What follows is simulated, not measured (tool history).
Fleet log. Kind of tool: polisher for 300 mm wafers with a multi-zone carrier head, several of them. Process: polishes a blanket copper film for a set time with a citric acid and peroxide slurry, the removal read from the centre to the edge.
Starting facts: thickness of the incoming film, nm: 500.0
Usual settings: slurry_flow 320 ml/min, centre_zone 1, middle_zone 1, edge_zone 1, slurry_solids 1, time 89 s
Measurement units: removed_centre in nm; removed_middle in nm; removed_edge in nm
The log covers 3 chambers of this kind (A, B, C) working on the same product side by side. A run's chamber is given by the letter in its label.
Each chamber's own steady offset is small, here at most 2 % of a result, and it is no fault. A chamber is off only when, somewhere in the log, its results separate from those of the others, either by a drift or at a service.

run,hour,slurry_flow,centre_zone,middle_zone,edge_zone,slurry_solids,time,wafers polished on this pad,hours since the slurry nozzle was cleaned,hours since the centre zone pressure was calibrated,hours since the edge zone pressure was calibrated,removed_centre,removed_middle,removed_edge
1A,2.6,320,1,1,1,1,89,798,467.4,1311,367.6,109.41,115.86,109.65
2B,7.3,320,1,1,1,1,89,180,252.8,521.9,280.3,110.96,110.42,112.05
3C,12.2,320,1,1,1,1,89,750,424.8,160.1,852,111.67,111.97,113.61
4C,17.7,320,1,1,1,1,89,788,430.3,165.6,857.5,111.35,110.08,113.55
5A,22.3,320,1,1,1,1,89,935,487.1,1330.7,387.3,111.82,111.87,112.48
6B,26.7,320,1,1,1,1,89,315,272.2,541.3,299.7,111.22,112.88,112.62
7C,30.5,320,1,1,1,1,89,877,443.1,178.4,870.3,111.34,109.66,111.98
# hour 32.1: chamber A: centre zone pressure recalibrated
# hour 32.7: chamber C: worn pad replaced by a new one
8A,35.2,320,1,1,1,1,89,1025,500,3.2,400.2,110.55,110.36,112.32
9B,38.4,320,1,1,1,1,89,397,283.9,553,311.4,111.18,109.97,112.4
10A,42.4,320,1,1,1,1,89,1075,507.2,10.4,407.4,110.1,109.73,112.47
11B,46.1,320,1,1,1,1,89,450,291.6,560.7,319.1,110.01,112.5,110.93
12C,50.3,320,1,1,1,1,89,123,462.9,198.2,890.1,112.35,109.31,115.33
13B,54.5,245,1,1,1,0.75,89,509,300,569.1,327.5,102.39,101.46,105.14
14C,57.1,245,1,1,1,0.75,89,170,469.7,205,896.9,102.16,101.6,104.1
15A,61,245,1,1,1,0.75,89,1205,525.8,29,426,102.81,102.41,104.51
16A,65.2,320,1,1,1,1,89,1234,530,33.2,430.2,111.16,111.09,109.08
# hour 66.3: chamber B: worn pad replaced by a new one
17B,69.8,320,1,1,1,1,89,24,315.3,584.4,342.8,111.65,109.1,111.79
18C,74.1,320,1,1,1,1,89,289,486.7,222,913.9,114.71,112.97,113.88
19A,79,320,1,1,1,1,89,1331,543.8,47,444,111.01,111.85,110.7
20B,84.5,320,1,1,1,1,89,127,330,599.1,357.5,109.99,111.49,111.67
21C,87.4,320,1,1,1,1,89,382,500,235.3,927.2,115.4,109.16,112.91
22A,90.7,320,1,1,1,1,89,1412,555.5,58.7,455.7,110.52,112.73,112.77
23C,95.6,320,1,1,1,1,89,439,508.2,243.5,935.4,116.97,110.79,111.51
24B,100.8,320,1,1,1,1,89,240,346.3,615.4,373.8,112.96,112.03,112.1
25A,105.5,320,1,1,1,1,89,1515,570.3,73.5,470.5,112.64,110.36,111.61
# hour 109.1: chamber A: worn pad replaced by a new one
26C,109.3,320,1,1,1,1,89,534,521.9,257.2,949.1,117.98,112.46,115.52
27B,112,320,1,1,1,1,89,318,357.5,626.6,385,111.44,109.86,108.43
28A,116.8,320,1,1,1,1,89,53,581.6,84.8,481.8,110.14,108.35,112.43
29B,122.4,320,1,1,1,1,89,391,367.9,637,395.4,112.87,109.51,112.68
30C,125.3,320,1.07,1,1,1,89,646,537.9,273.2,965.1,130.41,112.34,112.42
31C,130.4,320,1.07,1,1,1,89,681,543,278.3,970.2,130.31,113.48,114.46
32B,133.4,320,1.07,1,1,1,89,468,378.9,648,406.4,119.42,112.16,111.48
# hour 134.2: chamber B: worn pad replaced by a new one
# hour 135.1: chamber C: edge zone pressure recalibrated
33A,136.2,320,1,1,1,1,89,189,601,104.2,501.2,112.97,112.81,110.58
# hour 138.1: chamber A: slurry nozzle cleaned
34C,139.2,320,1,1,1,1,89,743,551.8,287.1,4.2,120.82,109.27,114.82
35A,142,320,1,1,1,1,89,229,4,110,507,112.73,112.12,109.29
36B,147.3,320,1,1,1,1,89,91,392.8,661.9,420.3,111.94,109.96,110.19
37B,152.3,320,1,1,1,1,89,126,397.8,666.9,425.3,113.45,113.46,112.4
38A,157.2,320,1,0.94,0.9,1,89,335,19.2,125.2,522.2,109.91,105.56,107.07

Is one chamber out of step, is the gauge drifting, or do the chambers differ by no more than their own small offsets? For an off chamber, give its letter and the likeliest cause.

Little by little, chamber C moves away from the other chambers.
Most likely cause: centre zone's pressure above its setpoint, % = 9.64.

Chamber C could run next with any of the 4 candidate recipes listed below; each alters the usual settings, and their results appear as question marks. Which one brings its results back in line with what the other chambers deliver on the usual settings?
In line means no further than this from the other chambers' mean on the usual settings: removed_centre 3.9 nm; removed_middle 5.5 nm; removed_edge 4.4 nm
39C-1,161.2,325,1.08,0.97,0.98,1,91,,,,,?,?,?
39C-2,161.2,325,1.13,0.94,0.97,1,93,,,,,?,?,?
39C-3,161.2,315,0.92,1.03,1.02,1,87,,,,,?,?,?
39C-4,161.2,315,0.88,1.05,1.03,1,86,,,,,?,?,?

Average result of the remaining chambers running the usual settings: removed_centre 111.28 nm; removed_middle 111.9 nm; removed_edge 111.68 nm
run,removed_centre,removed_middle,removed_edge
39C-1,137.58,110.79,116.02
39C-2,147.65,109.94,117.99
39C-3,110.03,111.79,112.9
39C-4,103.56,112.54,112.15
It is 39C-3 that realigns the chamber with its peers.
